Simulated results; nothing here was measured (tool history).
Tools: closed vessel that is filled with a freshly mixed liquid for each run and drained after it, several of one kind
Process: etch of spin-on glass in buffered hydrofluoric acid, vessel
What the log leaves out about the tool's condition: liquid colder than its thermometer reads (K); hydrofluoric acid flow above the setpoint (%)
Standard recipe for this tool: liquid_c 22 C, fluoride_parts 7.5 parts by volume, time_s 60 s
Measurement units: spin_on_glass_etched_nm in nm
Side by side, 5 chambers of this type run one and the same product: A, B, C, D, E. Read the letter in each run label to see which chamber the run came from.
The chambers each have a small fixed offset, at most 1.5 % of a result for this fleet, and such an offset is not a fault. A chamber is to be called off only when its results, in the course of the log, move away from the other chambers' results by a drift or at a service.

run     day  liquid_c  fluoride_parts  time_s  hours since the thermometer was replaced  hours since the hydrofluoric acid flow meter was replaced  read-back film thickness of the spin-on glass reference wafer, read on the same gauge (nm)  spin_on_glass_etched_nm
 1A    0.35        22             7.5      60                                    2389.8                                                     1738.2                                                                                      50.002                   426.38
 2B   0.733        22             7.5      60                                     254.8                                                      395.8                                                                                      49.987                   420.22
 3D   1.083        22             7.5      60                                    1437.6                                                      839.5                                                                                      49.978                   411.91
 4C   1.358        22             7.5      60                                    1464.7                                                      609.5                                                                                      50.006                   409.04
 5E   1.654        22             7.5      60                                    1085.3                                                      534.6                                                                                      50.024                   417.52
 6B   1.883        22             7.5      60                                     282.4                                                      423.4                                                                                      50.048                   419.89
      2.129  -- chamber A: thermometer replaced
 7E   2.308      25.5             7.5      75                                      1101                                                      550.3                                                                                      50.008                   619.79
 8C   2.625      25.5             7.5      75                                    1495.1                                                      639.9                                                                                      49.974                   630.48
 9A     2.9      25.5             7.5      75                                      18.6                                                     1799.4                                                                                      49.963                   633.66
        3.2  -- chamber E: hydrofluoric acid flow meter replaced
10D   3.204      25.5             7.5      75                                    1488.5                                                      890.4                                                                                      50.016                   612.28
      3.467  -- chamber D: hydrofluoric acid flow meter replaced
11C   3.667      25.5             7.5      75                                    1520.1                                                      664.9                                                                                      49.992                   637.82
12D   4.038        22             7.5      60                                    1508.5                                                       13.7                                                                                      50.014                   418.43
13A   4.433        22             7.5      60                                      55.4                                                     1836.2                                                                                      49.956                   423.91
14E   4.846        22             7.5      60                                    1161.9                                                       39.6                                                                                      50.003                   412.26
15B   5.158        22             9.5      60                                       361                                                        502                                                                                      50.023                   329.94
16A   5.525        22             9.5      60                                      81.6                                                     1862.4                                                                                      50.001                   332.03
17D   5.767        22             9.5      60                                      1550                                                       55.2                                                                                      49.991                   324.43
18B   6.038        22             9.5      60                                     382.1                                                      523.1                                                                                      50.048                   332.36
19E   6.538        22             9.5      60                                    1202.5                                                       80.2                                                                                      49.966                   326.06
20C   6.833        22             7.5      60                                    1596.1                                                      740.9                                                                                      49.969                   429.38
21B    7.25        22             7.5      60                                     411.2                                                      552.2                                                                                      50.004                   416.13
      7.438  -- chamber C: thermometer replaced
22A   7.542        22             7.5      60                                       130                                                     1910.8                                                                                      50.018                    422.2
23C   7.842        22             5.5      85                                       9.8                                                      765.1                                                                                      50.002                   804.58
      7.996  -- chamber A: hydrofluoric acid flow meter replaced
24D   8.338        22             5.5      85                                    1611.7                                                      116.9                                                                                          50                    774.1
25E   8.829        22             5.5      85                                    1257.5                                                      135.2                                                                                      50.011                   773.75
26D   9.254        22             5.5      85                                    1633.7                                                      138.9                                                                                      50.027                    774.5
27E   9.542        22             5.5      85                                    1274.6                                                      152.3                                                                                      49.992                   778.09
28A   9.996      23.5             7.5      60                                     188.9                                                       48.1                                                                                      49.986                   453.38
29C  10.308      23.5             7.5      60                                        69                                                      824.3                                                                                      50.026                   485.65
30B  10.529      23.5             7.5      60                                     489.9                                                      630.9                                                                                      50.065                   449.96
31D  10.821      23.5             7.5      60                                    1671.3                                                      176.5                                                                                      49.969                    448.1
32E   11.15      23.5             7.5      60                                    1313.2                                                      190.9                                                                                      50.007                   454.21
33C  11.392        22             7.5      60                                        95                                                      850.3                                                                                      49.984                   449.87

Read the log: is a single chamber off, either drifting away or since a service, is the gauge that measures every chamber drifting, or is nothing wrong beyond small per-chamber offsets? Name any odd chamber and what most likely caused it.

Chamber C drifts away from the others.
What lies behind it: hydrofluoric acid flow above the setpoint (%) = 9.04.

Here are 4 candidates for chamber C's next run, each the usual settings with a change, their results left as question marks. Which one brings its results back in line with what the others give on the usual settings?
To be in line, a result may differ from the other chambers' mean on the usual settings by at most: spin_on_glass_etched_nm 12 nm
34C-1  11.754      20.5             7.5      60                                                                                                                                                                                                                         ?
34C-2  11.754        22             7.5      50                                                                                                                                                                                                                         ?
34C-3  11.754      23.5             7.5      60                                                                                                                                                                                                                         ?
34C-4  11.754      25.5             7.5      60                                                                                                                                                                                                                         ?

On the usual settings, the other chambers give on average: spin_on_glass_etched_nm 415.01 nm
  run  spin_on_glass_etched_nm
34C-1                   414.05
34C-2                   375.39
34C-3                   489.68
34C-4                   546.71
It is 34C-1 that realigns the chamber with its peers.

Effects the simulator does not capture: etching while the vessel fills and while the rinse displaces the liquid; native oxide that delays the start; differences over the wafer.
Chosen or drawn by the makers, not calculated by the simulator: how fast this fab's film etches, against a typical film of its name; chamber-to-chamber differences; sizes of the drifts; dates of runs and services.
